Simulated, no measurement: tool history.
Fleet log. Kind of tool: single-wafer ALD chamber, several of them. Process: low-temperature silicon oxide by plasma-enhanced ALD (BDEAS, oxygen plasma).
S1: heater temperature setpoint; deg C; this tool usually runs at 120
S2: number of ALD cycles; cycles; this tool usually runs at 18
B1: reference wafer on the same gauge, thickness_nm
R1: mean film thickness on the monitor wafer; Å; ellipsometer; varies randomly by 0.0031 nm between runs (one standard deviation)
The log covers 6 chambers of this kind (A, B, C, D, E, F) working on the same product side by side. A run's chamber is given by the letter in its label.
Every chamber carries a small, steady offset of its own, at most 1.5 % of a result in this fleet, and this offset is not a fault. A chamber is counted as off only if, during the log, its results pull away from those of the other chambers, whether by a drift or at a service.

run	day	S1	S2	B1	R1
1E	0.175	120	18	2.0799	24.843
2A	0.292	120	18	2.0790	25.128
3C	0.400	120	18	2.0796	24.736
4B	0.542	120	18	2.0791	24.836
5F	0.679	120	18	2.0790	24.907
6D	0.821	120	18	2.0783	24.577
7A	0.929	120	18	2.0790	25.132
8D	1.088	127	20	2.0781	26.973
9F	1.250	127	20	2.0774	27.234
10E	1.404	127	20	2.0769	27.217
11B	1.512	127	20	2.0775	27.312
12C	1.608	127	20	2.0775	27.117
# day 1.646: chamber A: thermocouple changed; heater temperature recalibrated
13A	1.762	127	20	2.0771	27.537
14E	1.925	120	18	2.0765	24.819
15C	2.029	120	18	2.0758	24.661
16F	2.208	120	18	2.0761	24.829
17B	2.312	125	15	2.0762	20.515
18D	2.458	125	15	2.0753	20.281
19C	2.662	125	15	2.0747	20.393
20A	2.838	125	15	2.0752	20.688
21E	2.992	125	15	2.0740	20.463
22D	3.162	125	15	2.0737	20.277
23F	3.325	120	18	2.0741	24.816
24B	3.500	120	18	2.0732	24.836
25C	3.604	120	18	2.0738	24.639
26D	3.750	120	20	2.0738	27.261
27B	3.942	120	20	2.0728	27.560
28F	4.079	120	20	2.0721	27.590
29E	4.221	120	20	2.0727	27.513
30A	4.425	120	20	2.0719	27.890
31F	4.562	120	20	2.0717	27.574
32B	4.708	120	18	2.0714	24.822
33D	4.833	120	18	2.0720	24.544
34E	5.000	120	18	2.0710	24.757
35A	5.175	120	18	2.0707	25.067
36C	5.342	120	18	2.0706	24.591
37E	5.525	127	15	2.0694	20.342
38D	5.650	127	15	2.0697	20.161

Which is it: a chamber that has drifted or been left off by a service, a gauge drift common to all chambers, or only each chamber's usual small offset? If a chamber is off, name it and its likeliest cause.

The gauge drifts, so all chambers seem to drift together. No chamber is off.
What lies behind it: gauge reads low (%) = 0.513.
